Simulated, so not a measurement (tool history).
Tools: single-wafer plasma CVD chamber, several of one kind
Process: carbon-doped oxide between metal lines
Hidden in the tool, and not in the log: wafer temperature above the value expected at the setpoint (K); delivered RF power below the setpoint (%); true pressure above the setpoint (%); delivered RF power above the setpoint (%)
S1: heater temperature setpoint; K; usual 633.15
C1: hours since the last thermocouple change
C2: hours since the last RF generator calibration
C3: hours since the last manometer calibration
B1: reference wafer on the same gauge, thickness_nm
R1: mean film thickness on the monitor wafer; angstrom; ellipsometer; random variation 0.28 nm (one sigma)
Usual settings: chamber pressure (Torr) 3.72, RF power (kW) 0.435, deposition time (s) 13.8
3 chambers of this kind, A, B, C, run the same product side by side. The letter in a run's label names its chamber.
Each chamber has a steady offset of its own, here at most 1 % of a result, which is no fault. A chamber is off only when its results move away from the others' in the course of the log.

run 1C hour=4.7 | S1=633.15 chamber_pressure_(Torr)=3.72 RF_power_(kW)=0.435 deposition_time_(s)=13.8 | C1=1766.1 C2=1443.1 C3=370.4 | B1=50.313 | R1=607.31
run 2A hour=8.7 | S1=633.15 chamber_pressure_(Torr)=3.72 RF_power_(kW)=0.435 deposition_time_(s)=13.8 | C1=586.4 C2=954.4 C3=1789.6 | B1=50.261 | R1=608.46
run 3B hour=13.1 | S1=633.15 chamber_pressure_(Torr)=3.72 RF_power_(kW)=0.435 deposition_time_(s)=13.8 | C1=1050.6 C2=629.6 C3=1333.1 | B1=50.293 | R1=606.75
run 4B hour=16.7 | S1=633.15 chamber_pressure_(Torr)=3.72 RF_power_(kW)=0.435 deposition_time_(s)=13.8 | C1=1054.2 C2=633.2 C3=1336.7 | B1=50.331 | R1=605.89
run 5C hour=19.4 | S1=633.15 chamber_pressure_(Torr)=3.72 RF_power_(kW)=0.435 deposition_time_(s)=13.8 | C1=1780.8 C2=1457.8 C3=385.1 | B1=50.246 | R1=606.59
run 6A hour=23 | S1=633.15 chamber_pressure_(Torr)=3.72 RF_power_(kW)=0.435 deposition_time_(s)=13.8 | C1=600.7 C2=968.7 C3=1803.9 | B1=50.379 | R1=611.86
run 7C hour=25.5 | S1=633.15 chamber_pressure_(Torr)=3.72 RF_power_(kW)=0.435 deposition_time_(s)=13.8 | C1=1786.9 C2=1463.9 C3=391.2 | B1=50.264 | R1=609.64
run 8B hour=29.8 | S1=633.15 chamber_pressure_(Torr)=3.72 RF_power_(kW)=0.435 deposition_time_(s)=13.8 | C1=1067.3 C2=646.3 C3=1349.8 | B1=50.293 | R1=603.08
run 9A hour=33.3 | S1=633.15 chamber_pressure_(Torr)=3.41 RF_power_(kW)=0.435 deposition_time_(s)=13.8 | C1=611 C2=979 C3=1814.2 | B1=50.31 | R1=605.82
run 10B hour=38.2 | S1=633.15 chamber_pressure_(Torr)=3.41 RF_power_(kW)=0.435 deposition_time_(s)=13.8 | C1=1075.7 C2=654.7 C3=1358.2 | B1=50.288 | R1=600.13
run 11C hour=42.2 | S1=633.15 chamber_pressure_(Torr)=3.41 RF_power_(kW)=0.435 deposition_time_(s)=13.8 | C1=1803.6 C2=1480.6 C3=407.9 | B1=50.295 | R1=605.09
run 12A hour=44.7 | S1=633.15 chamber_pressure_(Torr)=3.72 RF_power_(kW)=0.435 deposition_time_(s)=13.8 | C1=622.4 C2=990.4 C3=1825.6 | B1=50.253 | R1=604.04
run 13B hour=47.3 | S1=633.15 chamber_pressure_(Torr)=3.72 RF_power_(kW)=0.435 deposition_time_(s)=13.8 | C1=1084.8 C2=663.8 C3=1367.3 | B1=50.319 | R1=604.32
run 14A hour=49.9 | S1=633.15 chamber_pressure_(Torr)=3.72 RF_power_(kW)=0.435 deposition_time_(s)=13.8 | C1=627.6 C2=995.6 C3=1830.8 | B1=50.273 | R1=603.97
run 15C hour=52.5 | S1=633.15 chamber_pressure_(Torr)=3.72 RF_power_(kW)=0.435 deposition_time_(s)=13.8 | C1=1813.9 C2=1490.9 C3=418.2 | B1=50.315 | R1=599.42
run 16C hour=56.4 | S1=633.15 chamber_pressure_(Torr)=3.72 RF_power_(kW)=0.435 deposition_time_(s)=13.8 | C1=1817.8 C2=1494.8 C3=422.1 | B1=50.363 | R1=607.27
run 17B hour=60.8 | S1=633.15 chamber_pressure_(Torr)=3.72 RF_power_(kW)=0.435 deposition_time_(s)=13.8 | C1=1098.3 C2=677.3 C3=1380.8 | B1=50.342 | R1=608.68
run 18A hour=63.4 | S1=633.15 chamber_pressure_(Torr)=3.72 RF_power_(kW)=0.435 deposition_time_(s)=13.8 | C1=641.1 C2=1009.1 C3=1844.3 | B1=50.303 | R1=607.7
-- hour=65.7 chamber A: capacitance manometer re-zeroed and calibrated
run 19C hour=65.8 | S1=633.15 chamber_pressure_(Torr)=3.72 RF_power_(kW)=0.435 deposition_time_(s)=13.8 | C1=1827.2 C2=1504.2 C3=431.5 | B1=50.271 | R1=606.94
run 20A hour=68.3 | S1=633.15 chamber_pressure_(Torr)=3.72 RF_power_(kW)=0.435 deposition_time_(s)=13.8 | C1=646 C2=1014 C3=2.7 | B1=50.253 | R1=607.87
run 21B hour=71.1 | S1=633.15 chamber_pressure_(Torr)=3.72 RF_power_(kW)=0.435 deposition_time_(s)=13.8 | C1=1108.6 C2=687.6 C3=1391.1 | B1=50.342 | R1=605.29
run 22C hour=73.7 | S1=624.15 chamber_pressure_(Torr)=4.44 RF_power_(kW)=0.435 deposition_time_(s)=13.8 | C1=1835.1 C2=1512.1 C3=439.4 | B1=50.342 | R1=634.05
run 23A hour=77 | S1=624.15 chamber_pressure_(Torr)=4.44 RF_power_(kW)=0.435 deposition_time_(s)=13.8 | C1=654.7 C2=1022.7 C3=11.4 | B1=50.241 | R1=638.76
run 24B hour=79.3 | S1=624.15 chamber_pressure_(Torr)=4.44 RF_power_(kW)=0.435 deposition_time_(s)=13.8 | C1=1116.8 C2=695.8 C3=1399.3 | B1=50.291 | R1=634.21
run 25A hour=84.1 | S1=633.15 chamber_pressure_(Torr)=3.72 RF_power_(kW)=0.435 deposition_time_(s)=13.8 | C1=661.8 C2=1029.8 C3=18.5 | B1=50.301 | R1=604.32
run 26B hour=89.1 | S1=633.15 chamber_pressure_(Torr)=3.72 RF_power_(kW)=0.435 deposition_time_(s)=13.8 | C1=1126.6 C2=705.6 C3=1409.1 | B1=50.262 | R1=601.76
run 27C hour=93.4 | S1=633.15 chamber_pressure_(Torr)=3.72 RF_power_(kW)=0.435 deposition_time_(s)=13.8 | C1=1854.8 C2=1531.8 C3=459.1 | B1=50.324 | R1=602.68
run 28C hour=97.3 | S1=633.15 chamber_pressure_(Torr)=3.72 RF_power_(kW)=0.435 deposition_time_(s)=13.8 | C1=1858.7 C2=1535.7 C3=463 | B1=50.319 | R1=610.66
run 29A hour=100.9 | S1=633.15 chamber_pressure_(Torr)=3.72 RF_power_(kW)=0.435 deposition_time_(s)=13.8 | C1=678.6 C2=1046.6 C3=35.3 | B1=50.308 | R1=609.81
run 30B hour=103.8 | S1=633.15 chamber_pressure_(Torr)=3.72 RF_power_(kW)=0.435 deposition_time_(s)=13.8 | C1=1141.3 C2=720.3 C3=1423.8 | B1=50.305 | R1=601.6
run 31B hour=107.5 | S1=633.15 chamber_pressure_(Torr)=3.72 RF_power_(kW)=0.435 deposition_time_(s)=13.8 | C1=1145 C2=724 C3=1427.5 | B1=50.318 | R1=603.77
run 32A hour=111.3 | S1=633.15 chamber_pressure_(Torr)=3.72 RF_power_(kW)=0.435 deposition_time_(s)=13.8 | C1=689 C2=1057 C3=45.7 | B1=50.273 | R1=612.9
run 33C hour=113.7 | S1=633.15 chamber_pressure_(Torr)=3.72 RF_power_(kW)=0.435 deposition_time_(s)=13.8 | C1=1875.1 C2=1552.1 C3=479.4 | B1=50.244 | R1=604.86

Next, every chamber runs the same settings. What will each give?
run 34A hour=117.4 | S1=633.15 chamber_pressure_(Torr)=3.72 RF_power_(kW)=0.435 deposition_time_(s)=13.8 | R1=?
run 34B hour=117.4 | S1=633.15 chamber_pressure_(Torr)=3.72 RF_power_(kW)=0.435 deposition_time_(s)=13.8 | R1=?
run 34C hour=117.4 | S1=633.15 chamber_pressure_(Torr)=3.72 RF_power_(kW)=0.435 deposition_time_(s)=13.8 | R1=?

run=34A R1=610.75
run=34B R1=602.75
run=34C R1=607.13
